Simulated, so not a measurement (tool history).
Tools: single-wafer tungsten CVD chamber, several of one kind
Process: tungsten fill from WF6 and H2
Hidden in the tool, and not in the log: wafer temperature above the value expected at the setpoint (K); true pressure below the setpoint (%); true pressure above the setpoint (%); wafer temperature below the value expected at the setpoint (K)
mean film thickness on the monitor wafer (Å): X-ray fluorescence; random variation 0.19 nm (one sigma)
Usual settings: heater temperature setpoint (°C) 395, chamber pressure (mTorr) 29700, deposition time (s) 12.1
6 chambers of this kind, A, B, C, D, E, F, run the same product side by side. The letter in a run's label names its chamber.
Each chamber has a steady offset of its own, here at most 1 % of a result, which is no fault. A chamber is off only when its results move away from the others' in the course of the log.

| run | hour | heater temperature setpoint (°C) | chamber pressure (mTorr) | deposition time (s) | hours since the last thermocouple change | hours since the last manometer calibration | read-back reference wafer on the same gauge, thickness_nm | mean film thickness on the monitor wafer (Å) |
|---|---|---|---|---|---|---|---|---|
| 1D | 6.5 | 395 | 29700 | 12.1 | 692.3 | 786.9 | 29.502 | 318.82 |
| 2A | 14.9 | 395 | 29700 | 12.1 | 468.4 | 938.9 | 29.551 | 324.12 |
| 3F | 25 | 395 | 29700 | 12.1 | 35.1 | 1787.8 | 29.489 | 321.21 |
| 4E | 30.4 | 395 | 29700 | 12.1 | 357.9 | 652.5 | 29.454 | 313.86 |
| 5B | 37.1 | 395 | 29700 | 12.1 | 1960.4 | 201.7 | 29.505 | 322.23 |
| 6C | 46.1 | 395 | 29700 | 12.1 | 1385.9 | 2889 | 29.47 | 315.9 |
| 7A | 53 | 395 | 25200 | 13.3 | 506.5 | 977 | 29.509 | 324.97 |
| 8D | 58.6 | 395 | 25200 | 13.3 | 744.4 | 839 | 29.467 | 324.78 |
| 9E | 66.2 | 395 | 25200 | 13.3 | 393.7 | 688.3 | 29.449 | 318.12 |
| 10C | 75.5 | 395 | 25200 | 13.3 | 1415.3 | 2918.4 | 29.513 | 323.04 |
| 11F | 81.9 | 395 | 25200 | 13.3 | 92 | 1844.7 | 29.535 | 323.99 |
| 12B | 88.5 | 395 | 25200 | 13.3 | 2011.8 | 253.1 | 29.511 | 328.22 |
| 13A | 97.1 | 395 | 29700 | 12.1 | 550.6 | 1021.1 | 29.483 | 315.34 |
| 14E | 101.9 | 395 | 29700 | 12.1 | 429.4 | 724 | 29.483 | 318.35 |
| 15F | 106.9 | 395 | 29700 | 12.1 | 117 | 1869.7 | 29.482 | 319.1 |
| 16B | 112.5 | 395 | 29700 | 12.1 | 2035.8 | 277.1 | 29.524 | 320.21 |
| 17D | 117.4 | 395 | 29700 | 12.1 | 803.2 | 897.8 | 29.501 | 317.38 |
| 18C | 127.9 | 395 | 34700 | 10.2 | 1467.7 | 2970.8 | 29.5 | 287.41 |
| 19D | 134 | 395 | 34700 | 10.2 | 819.8 | 914.4 | 29.502 | 286.71 |
| 20B | 144.1 | 395 | 34700 | 10.2 | 2067.4 | 308.7 | 29.494 | 287.43 |
| 21C | 150.3 | 395 | 34700 | 10.2 | 1490.1 | 2993.2 | 29.544 | 284.6 |
| 22E | 159 | 395 | 34700 | 10.2 | 486.5 | 781.1 | 29.529 | 288.86 |
| 23A | 168.7 | 395 | 34700 | 10.2 | 622.2 | 1092.7 | 29.466 | 292.82 |
| 24F | 176.2 | 395 | 29700 | 12.1 | 186.3 | 1939 | 29.521 | 319.62 |
| 25B | 181.6 | 395 | 29700 | 12.1 | 2104.9 | 346.2 | 29.532 | 319.42 |
| 26D | 189.9 | 395 | 29700 | 12.1 | 875.7 | 970.3 | 29.529 | 318.31 |
| 27C | 196.4 | 395 | 29700 | 12.1 | 1536.2 | 3039.3 | 29.465 | 312.74 |
| 28A | 206.8 | 395 | 29700 | 12.1 | 660.3 | 1130.8 | 29.488 | 323.48 |
|  | 211.8 | chamber F: capacitance manometer re-zeroed and calibrated |
| 29F | 216.8 | 395 | 29700 | 13.9 | 226.9 | 5.1 | 29.523 | 367.15 |
| 30E | 223.8 | 395 | 29700 | 13.9 | 551.3 | 845.9 | 29.483 | 366.74 |
| 31B | 232.2 | 395 | 29700 | 13.9 | 2155.5 | 396.8 | 29.551 | 373.46 |
| 32E | 240 | 395 | 29700 | 13.9 | 567.5 | 862.1 | 29.477 | 362.23 |
|  | 241.1 | chamber D: capacitance manometer re-zeroed and calibrated |
| 33D | 250.8 | 395 | 29700 | 13.9 | 936.6 | 9.8 | 29.48 | 362.89 |
| 34A | 255.6 | 395 | 29700 | 13.9 | 709.1 | 1179.6 | 29.505 | 371.21 |
|  | 258.4 | chamber A: capacitance manometer re-zeroed and calibrated |
| 35F | 261.4 | 395 | 29700 | 12.1 | 271.5 | 49.7 | 29.527 | 320.77 |
| 36C | 269.3 | 395 | 29700 | 12.1 | 1609.1 | 3112.2 | 29.496 | 303.59 |
| 37D | 279.7 | 387 | 22800 | 12.1 | 965.5 | 38.7 | 29.489 | 242.69 |
| 38F | 286.3 | 387 | 22800 | 12.1 | 296.4 | 74.6 | 29.493 | 241.93 |
| 39A | 293.6 | 387 | 22800 | 12.1 | 747.1 | 35.3 | 29.488 | 241.35 |
| 40B | 301.4 | 387 | 22800 | 12.1 | 2224.7 | 466 | 29.479 | 240.78 |

Is one chamber off against the others, does the gauge drift, or is nothing wrong? If a chamber is off, say which, and what the likeliest cause is.

Chamber C drifts away from the others.
Cause: wafer temperature below the value expected at the setpoint (K) = 3.04.

Here are 4 candidates for chamber C's next run, each the usual settings with a change, their results left as question marks. Which one brings its results back in line with what the others give on the usual settings?
In line means no further than this from the other chambers' mean on the usual settings: mean film thickness on the monitor wafer (Å) 6.7
| 41C-1 | 309.2 | 395 | 32900 | 12.1 |  |  |  | ? |
| 41C-2 | 309.2 | 395 | 29700 | 11 |  |  |  | ? |
| 41C-3 | 309.2 | 395 | 28900 | 11.6 |  |  |  | ? |
| 41C-4 | 309.2 | 395 | 35200 | 12.1 |  |  |  | ? |

The other chambers' mean on the usual settings: mean film thickness on the monitor wafer (Å) 318.76
| run | mean film thickness on the monitor wafer (Å) |
|---|---|
| 41C-1 | 316.77 |
| 41C-2 | 274.16 |
| 41C-3 | 285.39 |
| 41C-4 | 327.12 |
41C-1 brings the chamber back in line.
